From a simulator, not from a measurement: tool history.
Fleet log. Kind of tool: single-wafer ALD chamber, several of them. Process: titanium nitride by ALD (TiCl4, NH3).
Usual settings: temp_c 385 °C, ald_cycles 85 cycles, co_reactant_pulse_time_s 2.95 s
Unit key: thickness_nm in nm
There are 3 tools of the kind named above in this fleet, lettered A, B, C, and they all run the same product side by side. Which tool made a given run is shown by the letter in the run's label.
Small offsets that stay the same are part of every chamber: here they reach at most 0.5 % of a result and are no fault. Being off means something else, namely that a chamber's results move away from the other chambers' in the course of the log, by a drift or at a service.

run,hour,temp_c,ald_cycles,co_reactant_pulse_time_s,hours since the last thermocouple change,"read-back reference wafer on the same gauge, thickness_nm",thickness_nm
1C,12.2,385,85,2.95,751.9,1.5604,1.8755
2A,24.5,385,85,2.95,498.2,1.5586,1.8961
3B,32.6,385,85,2.95,779.7,1.5605,1.8685
4C,39.4,385,85,2.95,779.1,1.5606,1.8876
5A,49.8,385,99,3.9,523.5,1.5601,2.2422
6B,61.8,385,99,3.9,808.9,1.5611,2.2027
7A,69.4,385,99,3.9,543.1,1.5606,2.2383
8B,81.3,385,85,2.95,828.4,1.5595,1.895
9C,88.9,385,85,2.95,828.6,1.5603,1.8768
10C,97.8,385,85,2.95,837.5,1.5603,1.8749
11B,110.3,385,85,2.95,857.4,1.5589,1.8877
12A,119.9,385,85,2.95,593.6,1.5608,1.8723
13A,132.7,385,85,2.95,606.4,1.5603,1.8693
14B,140.3,385,85,2.95,887.4,1.5599,1.8793
15C,153,385,85,2.95,892.7,1.5587,1.8746
16A,166.1,385,85,2.95,639.8,1.5616,1.8756
17C,176.8,385,85,2.95,916.5,1.5598,1.8788
18B,184.6,385,85,2.95,931.7,1.5616,1.8994
19A,192.4,385,85,2.95,666.1,1.5583,1.8941
20B,199.8,385,85,2.95,946.9,1.561,1.8789
21C,206.7,385,85,2.95,946.4,1.5607,1.8976
22B,221.7,385,85,2.95,968.8,1.5585,1.8805
23A,229.3,385,85,2.95,703,1.5615,1.8997
24C,235.9,385,85,2.95,975.6,1.5579,1.8817
25C,243.3,385,85,2.95,983,1.5614,1.8921
26A,255.8,385,85,2.95,729.5,1.5597,1.8785
27B,269.3,385,85,2.95,1016.4,1.5592,1.8817
28B,276.8,385,85,2.95,1023.9,1.5609,1.8815
29C,290.4,385,85,2.95,1030.1,1.5602,1.88
30A,302.6,385,85,2.95,776.3,1.559,1.8832
31A,315,385,85,2.95,788.7,1.5616,1.8765
32C,326.3,385,101,2.5,1066,1.5608,2.2284
33B,333.8,385,101,2.5,1080.9,1.5617,2.2426

Next, all 3 chambers run the settings below, one line each with question marks for the results. What does each chamber give?
34A,344.6,385,101,2.95,,,?
34B,344.6,385,101,2.95,,,?
34C,344.6,385,101,2.95,,,?

run,thickness_nm
34A,2.2315
34B,2.2187
34C,2.2489
